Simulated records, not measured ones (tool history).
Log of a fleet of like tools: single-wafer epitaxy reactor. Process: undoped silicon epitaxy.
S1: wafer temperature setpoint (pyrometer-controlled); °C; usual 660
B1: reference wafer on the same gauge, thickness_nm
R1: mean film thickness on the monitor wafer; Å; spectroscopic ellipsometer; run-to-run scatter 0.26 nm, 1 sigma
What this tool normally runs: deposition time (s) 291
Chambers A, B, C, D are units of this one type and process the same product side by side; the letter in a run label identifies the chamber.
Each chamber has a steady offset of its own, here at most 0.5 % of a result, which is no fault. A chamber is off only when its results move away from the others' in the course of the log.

run 1B hour=11.0 | S1=660 deposition_time_(s)=291 | B1=58.768 | R1=612.66
run 2C hour=19.3 | S1=660 deposition_time_(s)=291 | B1=58.805 | R1=604.32
run 3A hour=27.0 | S1=660 deposition_time_(s)=291 | B1=58.780 | R1=610.52
run 4D hour=36.0 | S1=660 deposition_time_(s)=291 | B1=58.849 | R1=608.36
run 5D hour=49.4 | S1=660 deposition_time_(s)=291 | B1=58.853 | R1=603.61
run 6C hour=65.2 | S1=660 deposition_time_(s)=291 | B1=58.831 | R1=599.00
run 7A hour=73.7 | S1=660 deposition_time_(s)=291 | B1=58.764 | R1=605.32
run 8B hour=81.7 | S1=660 deposition_time_(s)=291 | B1=58.746 | R1=610.63
run 9C hour=91.3 | S1=660 deposition_time_(s)=291 | B1=58.781 | R1=605.08
run 10D hour=98.5 | S1=660 deposition_time_(s)=291 | B1=58.771 | R1=608.81
run 11A hour=109.2 | S1=660 deposition_time_(s)=291 | B1=58.824 | R1=607.79
run 12B hour=122.8 | S1=660 deposition_time_(s)=291 | B1=58.731 | R1=609.68
-- hour=125.7 chamber D: pyrometer calibrated
run 13D hour=135.0 | S1=660 deposition_time_(s)=291 | B1=58.763 | R1=580.92
run 14A hour=143.2 | S1=660 deposition_time_(s)=291 | B1=58.815 | R1=603.51
run 15B hour=157.6 | S1=660 deposition_time_(s)=325 | B1=58.777 | R1=682.39
run 16C hour=165.5 | S1=660 deposition_time_(s)=325 | B1=58.763 | R1=678.27
run 17B hour=173.7 | S1=660 deposition_time_(s)=325 | B1=58.745 | R1=677.46
run 18D hour=187.6 | S1=660 deposition_time_(s)=325 | B1=58.738 | R1=647.90
run 19C hour=199.1 | S1=649 deposition_time_(s)=291 | B1=58.787 | R1=473.91
run 20A hour=207.4 | S1=649 deposition_time_(s)=291 | B1=58.845 | R1=480.16
run 21D hour=218.8 | S1=649 deposition_time_(s)=291 | B1=58.857 | R1=458.50
run 22B hour=226.7 | S1=649 deposition_time_(s)=291 | B1=58.883 | R1=479.01
run 23C hour=240.5 | S1=651 deposition_time_(s)=340 | B1=58.815 | R1=582.84
run 24A hour=252.6 | S1=651 deposition_time_(s)=340 | B1=58.807 | R1=583.29
run 25B hour=259.9 | S1=651 deposition_time_(s)=340 | B1=58.759 | R1=580.79
run 26A hour=275.7 | S1=651 deposition_time_(s)=340 | B1=58.827 | R1=586.94
run 27D hour=286.0 | S1=660 deposition_time_(s)=291 | B1=58.819 | R1=578.70
run 28C hour=295.8 | S1=660 deposition_time_(s)=291 | B1=58.751 | R1=605.09
run 29D hour=310.5 | S1=660 deposition_time_(s)=291 | B1=58.783 | R1=579.47

Is one chamber out of step, is the gauge drifting, or do the chambers differ by no more than their own small offsets? For an off chamber, give its letter and the likeliest cause.

After it was serviced, chamber D no longer matches the other chambers.
Cause: wafer temperature below the value expected at the setpoint (K) = 2.11.

Which of the 4 candidates below, each the usual settings with something changed and its results left as question marks, puts chamber D back in line with what the other chambers give on the usual settings?
In line means no further than this from the other chambers' mean on the usual settings: R1 9.10 Å
run 30D-1 hour=321.8 | S1=660 deposition_time_(s)=296 | R1=?
run 30D-2 hour=321.8 | S1=660 deposition_time_(s)=304 | R1=?
run 30D-3 hour=321.8 | S1=658 deposition_time_(s)=291 | R1=?
run 30D-4 hour=321.8 | S1=659 deposition_time_(s)=291 | R1=?

Other chambers, usual settings, mean: R1 606.80 Å
run=30D-1 R1=589.99
run=30D-2 R1=605.93
run=30D-3 R1=555.99
run=30D-4 R1=567.89
With 30D-2, the chamber falls back in line with the rest.
